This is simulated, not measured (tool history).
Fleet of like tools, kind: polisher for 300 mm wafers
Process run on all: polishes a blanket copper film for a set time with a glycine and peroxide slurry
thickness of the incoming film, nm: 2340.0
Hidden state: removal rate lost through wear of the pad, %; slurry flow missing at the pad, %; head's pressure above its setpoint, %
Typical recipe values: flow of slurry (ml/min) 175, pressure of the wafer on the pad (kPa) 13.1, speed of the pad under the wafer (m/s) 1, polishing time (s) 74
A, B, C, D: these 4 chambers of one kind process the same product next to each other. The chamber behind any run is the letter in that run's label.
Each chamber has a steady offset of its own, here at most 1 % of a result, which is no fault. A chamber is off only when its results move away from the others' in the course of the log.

run,hour,flow of slurry (ml/min),pressure of the wafer on the pad (kPa),speed of the pad under the wafer (m/s),polishing time (s),wafers polished on this pad,hours since the slurry nozzle was cleaned,hours since the head pressure was calibrated,film removed (nm)
1C,7.3,175,13.1,1,74,226,660.3,140.5,258.71
2D,17.9,175,13.1,1,74,577,435.9,33.4,249.43
# hour 28: chamber A: slurry nozzle cleaned
# hour 28.6: chamber D: worn pad replaced by a new one
3A,34.6,175,13.1,1,74,457,6.7,265.7,251.8
4B,50.4,175,13.1,1,74,775,496.8,213.8,253.62
# hour 62.5: chamber A: worn pad replaced by a new one
5C,63.5,175,13.1,1,74,593,716.5,196.7,256.76
# hour 72.4: chamber D: slurry nozzle cleaned
6B,78.7,175,13.1,1,74,960,525.1,242.1,249.5
7D,90.7,175,13.1,1,74,405,18.3,106.2,253.8
8A,98.5,175,13.1,1,74,235,70.6,329.6,253.31
# hour 106.7: chamber B: slurry nozzle cleaned
9D,106.7,175,13.1,1,74,509,34.3,122.2,256.94
# hour 112.6: chamber C: slurry nozzle cleaned
10A,114.7,175,13.1,1,74,341,86.8,345.8,256.45
# hour 127.1: chamber B: worn pad replaced by a new one
11B,129.6,175,13.1,1,74,16,22.9,293,254.33
# hour 133.9: chamber D: worn pad replaced by a new one
12C,142.3,175,13.1,1,74,1107,29.7,275.5,256.86
13B,150.8,175,13.1,1,74,154,44.1,314.2,255.64
14A,164.1,175,13.1,1,74,663,136.2,395.2,256.49
15D,172,175,13.1,1,74,248,99.6,187.5,251.53
# hour 183.4: chamber A: worn pad replaced by a new one
16C,188.7,175,13.1,1,74,1409,76.1,321.9,249.29
17C,205,175,13.1,1,74,1516,92.4,338.2,249.19
18D,216.2,195,13.1,0.76,74,536,143.8,231.7,213.87
# hour 223.5: chamber D: worn pad replaced by a new one
19B,230.6,195,13.1,0.76,74,675,123.9,394,208.88
20A,239,195,13.1,0.76,74,362,211.1,470.1,209.55
21B,251.1,195,13.1,0.76,74,809,144.4,414.5,208.2
22D,266.4,175,13.1,1,74,280,194,281.9,257.46
23C,274.9,175,13.1,1,74,1971,162.3,408.1,254.72
# hour 278: chamber B: worn pad replaced by a new one
24A,291,175,13.1,1,74,702,263.1,522.1,256.16
# hour 293.6: chamber A: worn pad replaced by a new one
25A,304.1,175,13.1,1,74,69,276.2,535.2,258.74
# hour 316.1: chamber A: head pressure recalibrated
26D,316.9,175,13.1,1,74,609,244.5,332.4,256.44
# hour 328.2: chamber B: head pressure recalibrated
# hour 331.3: chamber D: worn pad replaced by a new one
27C,332.8,175,13.1,1,74,2349,220.2,466,247.67
# hour 346.1: chamber D: head pressure recalibrated
28B,349.5,175,13.1,1,74,466,242.8,21.4,245.77
29A,365,175,13.1,1,74,466,337.1,49,260.1
30B,372.4,175,13.1,1,74,615,265.7,44.3,249.66
31C,382.7,175,13.1,1,74,2675,270.1,515.9,244.97
32D,392.9,175,13.1,1,74,402,320.5,46.9,258.26
# hour 393.3: chamber A: worn pad replaced by a new one
33A,405.4,175,13.1,1,74,79,377.5,89.4,254.43
34C,414.6,175,13.1,1,74,2883,302,547.8,240.63
# hour 420.1: chamber D: worn pad replaced by a new one
35D,423.7,175,13.1,1,74,23,351.3,77.7,259.04
# hour 438.6: chamber B: worn pad replaced by a new one
36B,439.7,175,13.1,1,74,7,333,111.6,247.03
37A,452,175,13.1,1,74,383,424.1,136,258.53
38B,467.1,175,13.1,1,74,186,360.4,139,250.17
39D,479.4,175,13.1,1,74,387,407,133.4,257.15
40C,494.9,175,13.1,1,74,3406,382.3,628.1,234.62
41B,506.6,175,13.1,1,74,444,399.9,178.5,252.75

Which is it: a chamber that has drifted or been left off by a service, a gauge drift common to all chambers, or only each chamber's usual small offset? If a chamber is off, name it and its likeliest cause.

Little by little, chamber C moves away from the other chambers.
Likeliest cause: removal rate lost through wear of the pad, % = 7.55.
With only this log, it may be confused with: slurry flow missing at the pad, %; head's pressure below its setpoint, %.

Chamber C could run next with any of the 4 candidate recipes listed below; each alters the usual settings, and their results appear as question marks. Which one brings its results back in line with what the other chambers deliver on the usual settings?
A result is in line if it is within this distance of the other chambers' mean on the usual settings: film removed (nm) 9.7
42C-1,518.5,175,13.1,1.08,82,,,,?
42C-2,518.5,115,13.1,1,74,,,,?
42C-3,518.5,175,13.8,1.02,77,,,,?
42C-4,518.5,175,12.4,0.94,68,,,,?

Other chambers, usual settings, mean: film removed (nm) 254.71
run,film removed (nm)
42C-1,274.83
42C-2,216.09
42C-3,256.97
42C-4,197.03
42C-3 brings the chamber back in line.

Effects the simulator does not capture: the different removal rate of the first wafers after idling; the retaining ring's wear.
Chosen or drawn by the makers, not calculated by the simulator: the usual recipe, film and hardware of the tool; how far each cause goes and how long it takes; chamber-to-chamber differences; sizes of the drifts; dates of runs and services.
